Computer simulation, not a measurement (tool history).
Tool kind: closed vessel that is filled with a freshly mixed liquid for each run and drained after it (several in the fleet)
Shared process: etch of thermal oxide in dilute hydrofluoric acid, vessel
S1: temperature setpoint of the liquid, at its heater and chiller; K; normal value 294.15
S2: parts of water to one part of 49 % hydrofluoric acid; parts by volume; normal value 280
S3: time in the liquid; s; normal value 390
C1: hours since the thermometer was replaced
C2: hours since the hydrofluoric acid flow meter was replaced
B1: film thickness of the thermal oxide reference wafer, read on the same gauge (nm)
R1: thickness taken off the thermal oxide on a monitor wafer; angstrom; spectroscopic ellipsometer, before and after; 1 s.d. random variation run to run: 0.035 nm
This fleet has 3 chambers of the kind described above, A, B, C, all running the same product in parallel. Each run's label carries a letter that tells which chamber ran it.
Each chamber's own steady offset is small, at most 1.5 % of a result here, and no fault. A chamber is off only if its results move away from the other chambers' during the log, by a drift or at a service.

run,day,S1,S2,S3,C1,C2,B1,R1
1C,0.379,294.15,280,390,2241.7,217,29.981,49.169
2B,0.817,294.15,280,390,1396.1,138.4,30.007,49.209
3A,1.104,294.15,280,390,559.2,1280.1,30.004,48.405
4A,1.342,294.15,280,390,564.9,1285.8,29.998,48.616
5C,1.612,294.15,280,390,2271.3,246.6,30.014,48.273
6B,2.088,294.15,280,390,1426.6,168.9,29.991,48.531
7A,2.396,294.15,280,390,590.2,1311.1,30,48.068
8B,2.875,294.15,280,390,1445.5,187.8,29.983,48.242
9C,3.375,294.15,280,390,2313.6,288.9,30.015,47.857
10C,3.712,294.15,280,390,2321.7,297,29.991,47.487
11B,4.075,294.15,280,390,1474.3,216.6,30.009,48.585
12A,4.492,294.15,280,390,640.5,1361.4,29.945,48.801
13A,4.958,294.15,280,390,651.7,1372.6,29.993,49.019
14C,5.375,294.15,280,390,2361.6,336.9,30.054,46.784
15B,5.717,294.15,280,390,1513.7,256,30.029,48.273
16B,5.983,294.15,280,390,1520.1,262.4,29.975,48.262
17A,6.4,294.15,415,390,686.3,1407.2,29.999,29.311
18C,6.846,294.15,415,390,2396.9,372.2,30,27.555
19B,7.342,294.15,415,390,1552.7,295,30.05,29.394
20C,7.629,294.15,280,390,2415.7,391,30.004,46.175
21A,7.996,294.15,280,390,724.6,1445.5,30.014,48.467
22B,8.279,294.15,280,390,1575.2,317.5,30.011,48.679
23A,8.533,294.15,280,390,737.5,1458.4,30.024,49.017
24C,9.025,294.15,280,390,2449.2,424.5,30.002,45.163
25A,9.475,294.15,280,390,760.1,1481,30,47.773
26C,9.942,294.15,280,390,2471.2,446.5,30.013,44.993
27B,10.246,294.15,280,390,1622.4,364.7,29.988,48.308
28A,10.629,294.15,280,390,787.8,1508.7,30.018,48.171
29B,11.112,294.15,280,390,1643.2,385.5,29.983,48.86
30C,11.446,294.15,280,390,2507.3,482.6,30.016,45.29
31C,11.762,297.65,280,390,2514.9,490.2,29.995,50.888
32A,12.092,297.65,280,390,822.9,1543.8,29.951,55.447

Does one chamber stand apart from the rest, does the shared gauge drift, or is all well apart from small per-chamber offsets? Give the chamber and the most likely cause, where there is one.

Chamber C drifts away from the others.
Cause: hydrofluoric acid flow below the setpoint (%) = 6.59.
The log may not tell that from: liquid colder than its thermometer reads (K).

Here are 4 candidates for chamber C's next run, each the usual settings with a change, their results left as question marks. Which one brings its results back in line with what the others give on the usual settings?
A result is in line if it is within this distance of the other chambers' mean on the usual settings: R1 1.2 angstrom
33C-1,12.45,294.15,290,375,,,,?
33C-2,12.45,294.15,285,390,,,,?
33C-3,12.45,294.15,280,425,,,,?
33C-4,12.45,294.15,275,395,,,,?

Average result of the remaining chambers running the usual settings: R1 48.572 angstrom
run,R1
33C-1,40.831
33C-2,43.428
33C-3,48.415
33C-4,46.052
Change 33C-3 lands the chamber within the allowed miss of the other chambers.
